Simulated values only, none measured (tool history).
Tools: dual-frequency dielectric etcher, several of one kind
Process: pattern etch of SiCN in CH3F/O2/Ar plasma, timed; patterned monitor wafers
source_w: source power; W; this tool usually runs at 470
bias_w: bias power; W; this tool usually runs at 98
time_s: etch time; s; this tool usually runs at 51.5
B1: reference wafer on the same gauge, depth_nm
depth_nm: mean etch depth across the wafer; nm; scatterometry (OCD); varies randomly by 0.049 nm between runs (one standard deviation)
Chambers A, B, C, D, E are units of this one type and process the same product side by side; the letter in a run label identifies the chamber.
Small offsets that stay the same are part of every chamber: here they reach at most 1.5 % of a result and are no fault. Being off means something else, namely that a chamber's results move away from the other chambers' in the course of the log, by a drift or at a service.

{"run": "1A", "day": 0.129, "source_w": 470, "bias_w": 98, "time_s": 51.5, "B1": 24.291, "depth_nm": 22.748}
{"run": "2B", "day": 0.292, "source_w": 470, "bias_w": 98, "time_s": 51.5, "B1": 24.294, "depth_nm": 23.201}
{"run": "3C", "day": 0.442, "source_w": 470, "bias_w": 98, "time_s": 51.5, "B1": 24.298, "depth_nm": 23.005}
{"run": "4E", "day": 0.554, "source_w": 470, "bias_w": 98, "time_s": 51.5, "B1": 24.304, "depth_nm": 22.927}
{"run": "5D", "day": 0.7, "source_w": 410, "bias_w": 114, "time_s": 51.5, "B1": 24.29, "depth_nm": 23.103}
{"run": "6D", "day": 0.792, "source_w": 410, "bias_w": 114, "time_s": 51.5, "B1": 24.308, "depth_nm": 23.089}
{"run": "7E", "day": 0.946, "source_w": 410, "bias_w": 114, "time_s": 51.5, "B1": 24.291, "depth_nm": 23.026}
{"run": "8C", "day": 1.025, "source_w": 410, "bias_w": 114, "time_s": 51.5, "B1": 24.285, "depth_nm": 23.2}
{"run": "9B", "day": 1.171, "source_w": 410, "bias_w": 114, "time_s": 51.5, "B1": 24.289, "depth_nm": 23.413}
{"run": "10A", "day": 1.296, "source_w": 470, "bias_w": 98, "time_s": 51.5, "B1": 24.299, "depth_nm": 22.646}
{"run": "11E", "day": 1.4, "source_w": 470, "bias_w": 98, "time_s": 51.5, "B1": 24.304, "depth_nm": 22.908}
{"day": 1.492, "done": "chamber D: wet clean of the chamber"}
{"run": "12A", "day": 1.571, "source_w": 470, "bias_w": 98, "time_s": 51.5, "B1": 24.308, "depth_nm": 22.774}
{"run": "13C", "day": 1.729, "source_w": 470, "bias_w": 79, "time_s": 62.5, "B1": 24.308, "depth_nm": 25.772}
{"run": "14B", "day": 1.838, "source_w": 470, "bias_w": 79, "time_s": 62.5, "B1": 24.298, "depth_nm": 26.016}
{"run": "15D", "day": 1.95, "source_w": 470, "bias_w": 79, "time_s": 62.5, "B1": 24.293, "depth_nm": 25.7}
{"run": "16E", "day": 2.108, "source_w": 470, "bias_w": 79, "time_s": 62.5, "B1": 24.303, "depth_nm": 25.761}
{"run": "17D", "day": 2.275, "source_w": 470, "bias_w": 79, "time_s": 62.5, "B1": 24.31, "depth_nm": 25.731}
{"run": "18C", "day": 2.392, "source_w": 430, "bias_w": 98, "time_s": 65, "B1": 24.317, "depth_nm": 27.923}
{"run": "19A", "day": 2.483, "source_w": 430, "bias_w": 98, "time_s": 65, "B1": 24.306, "depth_nm": 27.806}
{"run": "20B", "day": 2.658, "source_w": 430, "bias_w": 98, "time_s": 65, "B1": 24.294, "depth_nm": 28.329}
{"run": "21D", "day": 2.754, "source_w": 430, "bias_w": 98, "time_s": 65, "B1": 24.295, "depth_nm": 27.881}
{"run": "22B", "day": 2.908, "source_w": 430, "bias_w": 98, "time_s": 65, "B1": 24.291, "depth_nm": 28.329}
{"day": 3.004, "done": "chamber B: wet clean of the chamber"}
{"run": "23E", "day": 3.062, "source_w": 470, "bias_w": 98, "time_s": 51.5, "B1": 24.286, "depth_nm": 22.913}
{"run": "24C", "day": 3.208, "source_w": 470, "bias_w": 98, "time_s": 51.5, "B1": 24.292, "depth_nm": 22.925}
{"run": "25A", "day": 3.367, "source_w": 470, "bias_w": 98, "time_s": 51.5, "B1": 24.297, "depth_nm": 22.772}
{"run": "26E", "day": 3.517, "source_w": 470, "bias_w": 98, "time_s": 51.5, "B1": 24.295, "depth_nm": 22.925}
{"run": "27A", "day": 3.683, "source_w": 470, "bias_w": 98, "time_s": 51.5, "B1": 24.289, "depth_nm": 22.831}
{"run": "28C", "day": 3.771, "source_w": 470, "bias_w": 121, "time_s": 42, "B1": 24.282, "depth_nm": 20.287}
{"run": "29B", "day": 3.892, "source_w": 470, "bias_w": 121, "time_s": 42, "B1": 24.3, "depth_nm": 19.999}
{"run": "30D", "day": 3.975, "source_w": 470, "bias_w": 121, "time_s": 42, "B1": 24.301, "depth_nm": 20.263}
{"run": "31A", "day": 4.071, "source_w": 470, "bias_w": 121, "time_s": 42, "B1": 24.287, "depth_nm": 20.073}
{"run": "32E", "day": 4.196, "source_w": 470, "bias_w": 121, "time_s": 42, "B1": 24.289, "depth_nm": 20.189}
{"run": "33B", "day": 4.325, "source_w": 470, "bias_w": 98, "time_s": 51.5, "B1": 24.319, "depth_nm": 22.547}
{"run": "34D", "day": 4.417, "source_w": 470, "bias_w": 98, "time_s": 51.5, "B1": 24.291, "depth_nm": 22.88}
{"run": "35C", "day": 4.529, "source_w": 470, "bias_w": 98, "time_s": 51.5, "B1": 24.295, "depth_nm": 22.962}
{"run": "36D", "day": 4.662, "source_w": 470, "bias_w": 98, "time_s": 51.5, "B1": 24.303, "depth_nm": 22.852}
{"run": "37E", "day": 4.767, "source_w": 470, "bias_w": 98, "time_s": 51.5, "B1": 24.29, "depth_nm": 22.999}
{"run": "38B", "day": 4.933, "source_w": 470, "bias_w": 98, "time_s": 51.5, "B1": 24.311, "depth_nm": 22.629}
{"run": "39A", "day": 5.104, "source_w": 470, "bias_w": 98, "time_s": 51.5, "B1": 24.3, "depth_nm": 22.811}

All 5 chambers run these settings next. Forecast each chamber's results:
{"run": "40A", "day": 5.229, "source_w": 510, "bias_w": 98, "time_s": 51.5, "depth_nm": "?"}
{"run": "40B", "day": 5.229, "source_w": 510, "bias_w": 98, "time_s": 51.5, "depth_nm": "?"}
{"run": "40C", "day": 5.229, "source_w": 510, "bias_w": 98, "time_s": 51.5, "depth_nm": "?"}
{"run": "40D", "day": 5.229, "source_w": 510, "bias_w": 98, "time_s": 51.5, "depth_nm": "?"}
{"run": "40E", "day": 5.229, "source_w": 510, "bias_w": 98, "time_s": 51.5, "depth_nm": "?"}

run=40A depth_nm=23.45
run=40B depth_nm=23.355
run=40C depth_nm=23.664
run=40D depth_nm=23.596
run=40E depth_nm=23.592
